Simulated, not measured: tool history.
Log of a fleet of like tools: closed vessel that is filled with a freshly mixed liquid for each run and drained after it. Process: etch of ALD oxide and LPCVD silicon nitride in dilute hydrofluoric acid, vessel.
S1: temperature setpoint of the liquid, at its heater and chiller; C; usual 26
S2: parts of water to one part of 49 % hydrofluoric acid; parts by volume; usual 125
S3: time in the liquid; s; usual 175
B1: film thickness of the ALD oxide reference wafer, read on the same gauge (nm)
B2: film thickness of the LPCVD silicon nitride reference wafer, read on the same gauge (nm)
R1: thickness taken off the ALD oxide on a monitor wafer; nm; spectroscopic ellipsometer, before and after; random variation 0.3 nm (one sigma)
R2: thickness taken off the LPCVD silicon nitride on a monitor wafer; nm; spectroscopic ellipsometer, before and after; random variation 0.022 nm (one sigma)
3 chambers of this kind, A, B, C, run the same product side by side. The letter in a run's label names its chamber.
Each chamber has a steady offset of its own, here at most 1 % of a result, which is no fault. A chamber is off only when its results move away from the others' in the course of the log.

run   hour  S1   S2   S3      B1      B2      R1       R2
 1B   12.2  26  125  175   79.98  29.997  34.348  0.70009
 2C   19.2  26  125  175  80.038  30.024  34.292  0.71818
 3A   31.4  26  125  175  80.001  29.998  33.678   0.7279
 4A   39.3  26  125  175  80.031  30.007  34.117  0.70076
 5C   49.7  26  125  175  80.017  30.012  33.739  0.75522
 6B   57.6  26  125  175  80.045   30.02  34.165  0.75174
 7A   68.5  26  125  175  79.973  30.014  33.754  0.74586
 8B   80.6  26  125  175  79.998  30.042  34.163  0.72791
 9C   91.6  26  125  175  79.992  29.952  33.867  0.76555
10B   99.1  26  125  175  79.955  29.994  34.703  0.76254
11A  104.8  26  125  175  80.003  30.039  34.686  0.73627
12C  110.7  26  165  175  80.025      30  24.479  0.59196
13C  117.8  26  165  175   79.96  30.016  24.468  0.56205
14B  127.9  26  165  175  79.987  30.003    24.7  0.59093
15A  134.5  26  125  175  80.002  29.992  34.115  0.73489
16C  140.7  21  125  175  79.994  29.971  27.931  0.51616
17A  149.6  21  125  175  79.973  30.043  28.372  0.51679
18B    155  21  125  175  80.006  29.989  27.573  0.53008
19C  166.6  26  125  175  80.023  30.011  33.783  0.72253
20A  172.9  26  125  175  79.964  29.974  34.021  0.76583
21B  183.8  26  125  175  80.031   29.98  33.316  0.72334
22B    195  26  125  270  79.957  29.991  51.375   1.1619
23A  203.6  26  125  270   79.96  30.023   52.42   1.1435
24C  212.9  26  125  270  80.018  30.018  51.883   1.1188
25A  218.7  26  125  175  79.982  29.967  34.267  0.73141
26B  227.8  26  125  175  79.991  30.007  33.099  0.74307
27C  234.3  26  125  175   79.98  30.018  34.113  0.73476
     238.9  -- chamber C: hydrofluoric acid flow meter replaced
28A  243.6  26  125  175  80.017  29.967  34.309  0.75705
29C  250.4  26  125  115  80.029  30.009  22.371  0.48377
30B    257  26  125  115  80.006  29.984  21.403  0.43342
31B  262.8  26  125  115  79.996  29.987  21.395  0.47115
32C  272.4  26   70  220  80.004  29.993  82.495    1.593
33A    281  26   70  220  79.995  30.014  83.514   1.6738

All 3 chambers run these settings next. Forecast each chamber's results:
34A  289.9  26  180  175           ?   ?
34B  289.9  26  180  175           ?   ?
34C  289.9  26  180  175           ?   ?

run      R1       R2
34A  22.186  0.50201
34B    20.8  0.50167
34C  21.718  0.51467

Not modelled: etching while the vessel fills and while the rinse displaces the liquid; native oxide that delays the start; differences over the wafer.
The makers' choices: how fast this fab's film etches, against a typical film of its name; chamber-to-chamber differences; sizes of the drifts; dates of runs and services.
